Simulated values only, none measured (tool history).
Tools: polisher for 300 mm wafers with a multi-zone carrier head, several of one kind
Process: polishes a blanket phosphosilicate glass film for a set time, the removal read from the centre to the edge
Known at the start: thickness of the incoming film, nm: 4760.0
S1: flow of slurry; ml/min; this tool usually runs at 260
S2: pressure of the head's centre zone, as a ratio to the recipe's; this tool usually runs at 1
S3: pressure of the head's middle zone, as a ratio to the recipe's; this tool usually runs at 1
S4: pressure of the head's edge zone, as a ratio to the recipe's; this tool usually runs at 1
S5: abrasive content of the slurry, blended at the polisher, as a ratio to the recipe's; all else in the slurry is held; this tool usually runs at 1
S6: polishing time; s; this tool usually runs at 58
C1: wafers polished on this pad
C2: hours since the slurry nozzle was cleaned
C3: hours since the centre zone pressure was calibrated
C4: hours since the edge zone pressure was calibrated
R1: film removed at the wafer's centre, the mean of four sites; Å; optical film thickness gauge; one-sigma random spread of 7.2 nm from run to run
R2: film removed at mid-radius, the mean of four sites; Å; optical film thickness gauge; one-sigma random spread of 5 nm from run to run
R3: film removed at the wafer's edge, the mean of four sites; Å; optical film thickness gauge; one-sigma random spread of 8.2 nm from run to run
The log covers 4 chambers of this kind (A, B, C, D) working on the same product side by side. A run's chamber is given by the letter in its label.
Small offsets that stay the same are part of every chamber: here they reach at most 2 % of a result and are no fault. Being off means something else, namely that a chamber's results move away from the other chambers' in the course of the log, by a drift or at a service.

At hour 6.7: chamber B: worn pad replaced by a new one.
At hour 6.9: chamber B: edge zone pressure recalibrated.
Run 1A, hour 8.8: usual settings; C1 448; C2 348.3; C3 123.8; C4 157.2. Result: R1 6463.4 Å, R2 6355.5 Å, R3 6300.9 Å.
Run 2D, hour 14.1: usual settings; C1 743; C2 117.9; C3 324.9; C4 669.4. Result: R1 6342.7 Å, R2 6278.7 Å, R3 6126.3 Å.
Run 3C, hour 19.1: usual settings; C1 633; C2 328.4; C3 76.6; C4 326. Result: R1 6316 Å, R2 6245.8 Å, R3 6241.7 Å.
Run 4B, hour 27.2: usual settings; C1 187; C2 319.7; C3 679.6; C4 20.4. Result: R1 6285.5 Å, R2 6341.8 Å, R3 6337.6 Å.
Run 5B, hour 36.2: usual settings; C1 269; C2 328.7; C3 688.6; C4 29.4. Result: R1 6263.5 Å, R2 6284 Å, R3 6222.7 Å.
Run 6D, hour 43.8: usual settings but S4 1.08, S6 75 s; C1 1014; C2 147.6; C3 354.6; C4 699.1. Result: R1 8141.7 Å, R2 8123.4 Å, R3 8378.3 Å.
Run 7C, hour 48.2: usual settings but S4 1.08, S6 75 s; C1 899; C2 357.5; C3 105.7; C4 355.1. Result: R1 8039.3 Å, R2 8096 Å, R3 8670.7 Å.
Run 8A, hour 52.8: usual settings but S4 1.08, S6 75 s; C1 850; C2 392.3; C3 167.8; C4 201.2. Result: R1 8269.6 Å, R2 8159.9 Å, R3 8595 Å.
At hour 56.4: chamber D: worn pad replaced by a new one.
Run 9C, hour 57.3: usual settings but S4 1.08, S6 75 s; C1 982; C2 366.6; C3 114.8; C4 364.2. Result: R1 8029 Å, R2 8152.3 Å, R3 8383.6 Å.
At hour 59: chamber C: worn pad replaced by a new one.
At hour 59.3: chamber B: worn pad replaced by a new one.
At hour 61.5: chamber A: worn pad replaced by a new one.
Run 10D, hour 62.1: usual settings; C1 52; C2 165.9; C3 372.9; C4 717.4. Result: R1 6250.1 Å, R2 6265.7 Å, R3 6213.4 Å.
Run 11A, hour 67.7: usual settings; C1 57; C2 407.2; C3 182.7; C4 216.1. Result: R1 6391.6 Å, R2 6272.7 Å, R3 6343.6 Å.
Run 12B, hour 75.5: usual settings but S1 340 ml/min, S5 0.7; C1 148; C2 368; C3 727.9; C4 68.7. Result: R1 5478 Å, R2 5426 Å, R3 5295.8 Å.
At hour 77.3: chamber B: slurry nozzle cleaned.
Run 13A, hour 80.2: usual settings but S1 340 ml/min, S5 0.7; C1 171; C2 419.7; C3 195.2; C4 228.6. Result: R1 5408.9 Å, R2 5350.3 Å, R3 5312.2 Å.
Run 14C, hour 86.9: usual settings but S1 340 ml/min, S5 0.7; C1 254; C2 396.2; C3 144.4; C4 393.8. Result: R1 5542.8 Å, R2 5383 Å, R3 5259.7 Å.
Run 15D, hour 94.9: usual settings but S1 340 ml/min, S5 0.7; C1 352; C2 198.7; C3 405.7; C4 750.2. Result: R1 5472.1 Å, R2 5394.3 Å, R3 5301.5 Å.
Run 16B, hour 101.1: usual settings; C1 382; C2 23.8; C3 753.5; C4 94.3. Result: R1 6271.2 Å, R2 6320.1 Å, R3 6300.8 Å.
At hour 102.5: chamber D: edge zone pressure recalibrated.
Run 17D, hour 108.6: usual settings; C1 477; C2 212.4; C3 419.4; C4 6.2. Result: R1 6093.2 Å, R2 6287.8 Å, R3 6271.3 Å.
At hour 110: chamber B: worn pad replaced by a new one.
Run 18B, hour 113.5: usual settings; C1 32; C2 36.2; C3 765.9; C4 106.7. Result: R1 6384.2 Å, R2 6395.1 Å, R3 6266.9 Å.
Run 19A, hour 121.4: usual settings; C1 547; C2 460.9; C3 236.4; C4 269.8. Result: R1 6339.6 Å, R2 6412.5 Å, R3 6353.3 Å.
Run 20C, hour 127: usual settings; C1 620; C2 436.3; C3 184.5; C4 433.9. Result: R1 6439.3 Å, R2 6240.1 Å, R3 6315.9 Å.
Run 21C, hour 131.2: usual settings; C1 659; C2 440.5; C3 188.7; C4 438.1. Result: R1 6351.1 Å, R2 6246.1 Å, R3 6240.2 Å.
Run 22D, hour 140.3: usual settings but S5 0.9; C1 766; C2 244.1; C3 451.1; C4 37.9. Result: R1 5983.8 Å, R2 5977.5 Å, R3 5893.6 Å.
Run 23A, hour 145.8: usual settings but S5 0.9; C1 770; C2 485.3; C3 260.8; C4 294.2. Result: R1 6119.1 Å, R2 5958.8 Å, R3 6124.4 Å.
Run 24B, hour 153: usual settings but S5 0.9; C1 393; C2 75.7; C3 805.4; C4 146.2. Result: R1 6061.7 Å, R2 5949.4 Å, R3 6023.6 Å.
At hour 157.4: chamber A: worn pad replaced by a new one.
Run 25B, hour 158.4: usual settings but S5 0.9; C1 442; C2 81.1; C3 810.8; C4 151.6. Result: R1 6019.4 Å, R2 6015.7 Å, R3 5890.8 Å.
Run 26C, hour 166.6: usual settings; C1 982; C2 475.9; C3 224.1; C4 473.5. Result: R1 6225 Å, R2 6276.3 Å, R3 6367.5 Å.
Run 27A, hour 175.6: usual settings but S5 0.75; C1 166; C2 515.1; C3 290.6; C4 324. Result: R1 5399.1 Å, R2 5447.6 Å, R3 5376.9 Å.
At hour 179.5: chamber D: worn pad replaced by a new one.
Run 28D, hour 183.2: usual settings but S5 0.75; C1 34; C2 287; C3 494; C4 80.8. Result: R1 5501.6 Å, R2 5370.9 Å, R3 5399.6 Å.

One chamber off, gauge drift, or nothing amiss beyond the chambers' own small offsets? If it is a chamber, which one, and what is the likeliest cause?

The fleet is healthy, with each chamber sitting at its usual small offset and no drift in the gauge.

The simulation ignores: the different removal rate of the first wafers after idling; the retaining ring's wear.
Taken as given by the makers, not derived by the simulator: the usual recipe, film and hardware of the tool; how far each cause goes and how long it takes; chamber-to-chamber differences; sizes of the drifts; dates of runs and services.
